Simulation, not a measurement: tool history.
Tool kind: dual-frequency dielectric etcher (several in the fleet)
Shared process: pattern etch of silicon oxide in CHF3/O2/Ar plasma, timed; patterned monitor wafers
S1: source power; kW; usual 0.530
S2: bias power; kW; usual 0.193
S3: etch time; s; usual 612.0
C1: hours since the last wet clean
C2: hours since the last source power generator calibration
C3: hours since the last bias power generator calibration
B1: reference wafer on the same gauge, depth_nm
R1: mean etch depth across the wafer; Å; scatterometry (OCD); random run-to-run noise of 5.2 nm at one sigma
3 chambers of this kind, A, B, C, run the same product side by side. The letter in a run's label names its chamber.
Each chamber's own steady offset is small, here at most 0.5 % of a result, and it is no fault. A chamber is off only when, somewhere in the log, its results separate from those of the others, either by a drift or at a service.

run   hour     S1     S2     S3     C1      C2      C3      B1       R1
 1B   11.1  0.530  0.193  612.0  327.1  2357.4  2165.4  1310.7  11773.0
 2C   17.0  0.530  0.193  612.0  238.8  1304.2  3821.9  1309.0  11750.0
 3A   23.7  0.530  0.193  612.0   48.6  2853.0   549.7  1308.8  11979.0
 4C   32.5  0.530  0.193  612.0  254.3  1319.7  3837.4  1310.5  11736.0
 5B   42.7  0.530  0.193  612.0  358.7  2389.0  2197.0  1310.1  11878.0
 6A   50.9  0.530  0.193  612.0   75.8  2880.2   576.9  1311.1  11878.0
 7A   60.5  0.530  0.193  612.0   85.4  2889.8   586.5  1308.8  11857.0
 8B   65.7  0.530  0.193  612.0  381.7  2412.0  2220.0  1309.8  11910.0
 9C   72.6  0.530  0.193  612.0  294.4  1359.8  3877.5  1312.2  11867.0
10B   80.4  0.530  0.193  612.0  396.4  2426.7  2234.7  1310.1  11844.0
11C   89.6  0.530  0.193  612.0  311.4  1376.8  3894.5  1310.8  11962.0
12A   99.3  0.530  0.193  612.0  124.2  2928.6   625.3  1308.7  11910.0
13A  110.1  0.530  0.193  612.0  135.0  2939.4   636.1  1310.4  11838.0
14C  116.6  0.530  0.193  612.0  338.4  1403.8  3921.5  1308.2  11879.0
15B  123.6  0.530  0.193  612.0  439.6  2469.9  2277.9  1309.6  11744.0
16B  135.4  0.530  0.193  612.0  451.4  2481.7  2289.7  1308.5  11813.0
17C  144.6  0.590  0.193  521.5  366.4  1431.8  3949.5  1309.2  10551.0
18A  152.8  0.590  0.193  521.5  177.7  2982.1   678.8  1310.0  10524.0
19C  163.9  0.590  0.193  521.5  385.7  1451.1  3968.8  1309.4  10402.0
20A  170.1  0.530  0.193  439.5  195.0  2999.4   696.1  1310.3   8537.7
21B  181.0  0.530  0.193  439.5  497.0  2527.3  2335.3  1309.6   8514.0
22B  186.8  0.530  0.193  439.5  502.8  2533.1  2341.1  1310.7   8495.6
     191.7  -- chamber C: source power generator calibrated
23A  196.3  0.530  0.193  612.0  221.2  3025.6   722.3  1310.4  11855.0
24C  207.5  0.530  0.193  612.0  429.3    15.9  4012.4  1310.6  11774.0

Is one chamber off against the others, does the gauge drift, or is nothing wrong? If a chamber is off, say which, and what the likeliest cause is.

The fleet is healthy, with each chamber sitting at its usual small offset and no drift in the gauge.
